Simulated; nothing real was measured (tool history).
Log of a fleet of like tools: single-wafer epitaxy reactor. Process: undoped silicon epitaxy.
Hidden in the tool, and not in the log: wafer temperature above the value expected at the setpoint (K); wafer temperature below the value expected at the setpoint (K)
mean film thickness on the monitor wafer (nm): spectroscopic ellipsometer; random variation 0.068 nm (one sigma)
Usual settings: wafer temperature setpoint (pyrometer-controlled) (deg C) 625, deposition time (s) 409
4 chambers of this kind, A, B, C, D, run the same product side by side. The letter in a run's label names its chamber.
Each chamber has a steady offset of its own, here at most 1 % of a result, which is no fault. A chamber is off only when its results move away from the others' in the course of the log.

| run | day | wafer temperature setpoint (pyrometer-controlled) (deg C) | deposition time (s) | hours since the last pyrometer calibration | read-back reference wafer on the same gauge, thickness_nm | mean film thickness on the monitor wafer (nm) |
|---|---|---|---|---|---|---|
| 1C | 0.479 | 625 | 409 | 419.4 | 38.428 | 38.792 |
| 2A | 1.071 | 625 | 409 | 210.0 | 38.402 | 39.058 |
| 3D | 1.525 | 625 | 409 | 533.8 | 38.428 | 39.348 |
| 4B | 2.088 | 625 | 409 | 1377.1 | 38.412 | 39.395 |
| 5D | 2.446 | 625 | 409 | 555.9 | 38.422 | 39.225 |
| 6A | 2.754 | 625 | 409 | 250.4 | 38.436 | 39.089 |
| 7B | 3.317 | 625 | 409 | 1406.6 | 38.431 | 39.287 |
| 8C | 3.625 | 625 | 409 | 494.9 | 38.446 | 38.906 |
| 9D | 4.217 | 625 | 409 | 598.4 | 38.475 | 39.248 |
| 10B | 4.650 | 625 | 409 | 1438.6 | 38.479 | 39.378 |
| 11A | 5.175 | 625 | 409 | 308.5 | 38.466 | 39.037 |
| 12C | 5.742 | 625 | 409 | 545.7 | 38.486 | 38.971 |
| 13D | 6.183 | 625 | 409 | 645.6 | 38.486 | 39.383 |
| 14C | 6.488 | 625 | 409 | 563.6 | 38.479 | 38.859 |
| 15A | 7.104 | 612 | 337 | 354.8 | 38.501 | 23.780 |
| 16B | 7.438 | 612 | 337 | 1505.5 | 38.511 | 23.933 |
| 17A | 7.779 | 612 | 337 | 371.0 | 38.501 | 23.848 |
| 18B | 8.342 | 612 | 337 | 1527.2 | 38.531 | 23.918 |
| 19C | 8.683 | 625 | 382 | 616.3 | 38.530 | 36.417 |
| 20D | 9.262 | 625 | 382 | 719.5 | 38.510 | 36.707 |
| 21D | 9.638 | 625 | 382 | 728.5 | 38.518 | 36.814 |
| 22C | 9.946 | 625 | 382 | 646.6 | 38.526 | 36.452 |
| 23A | 10.271 | 625 | 409 | 430.8 | 38.550 | 39.073 |
| 24B | 10.862 | 625 | 409 | 1587.7 | 38.564 | 39.488 |
| 25D | 11.200 | 625 | 409 | 766.0 | 38.542 | 39.404 |
| 26B | 11.754 | 630 | 362 | 1609.1 | 38.562 | 39.023 |
| 27A | 12.079 | 630 | 362 | 474.2 | 38.569 | 39.009 |
| 28C | 12.596 | 630 | 362 | 710.2 | 38.585 | 38.671 |
| 29C | 13.192 | 630 | 362 | 724.5 | 38.575 | 38.684 |
| 30A | 13.521 | 625 | 409 | 508.8 | 38.585 | 39.224 |
| 31D | 13.942 | 625 | 409 | 831.8 | 38.586 | 39.532 |
| 32B | 14.379 | 625 | 409 | 1672.1 | 38.597 | 39.502 |
| 33C | 14.675 | 625 | 409 | 760.1 | 38.598 | 39.043 |
| 34B | 15.100 | 625 | 409 | 1689.4 | 38.603 | 39.382 |
| 35A | 15.475 | 625 | 409 | 555.7 | 38.607 | 39.195 |
| 36D | 16.092 | 625 | 409 | 883.4 | 38.620 | 39.543 |
| 37A | 16.725 | 619 | 382 | 585.7 | 38.624 | 31.880 |
| 38D | 17.204 | 619 | 382 | 910.1 | 38.619 | 32.143 |
| 39B | 17.646 | 619 | 382 | 1750.5 | 38.652 | 32.112 |
| 40C | 18.150 | 619 | 382 | 843.5 | 38.648 | 31.825 |
| 41C | 18.467 | 625 | 409 | 851.1 | 38.643 | 39.133 |
| 42D | 18.996 | 625 | 409 | 953.1 | 38.663 | 39.571 |
| 43A | 19.500 | 625 | 409 | 652.3 | 38.675 | 39.288 |

What goes on in this fleet: one chamber off, a drifting gauge, or nothing beyond the chambers' own small offsets? Name the chamber and the cause, if any.

The gauge drifts, so all chambers seem to drift together. No chamber is off.
Cause: gauge reads high (%) = 0.706.
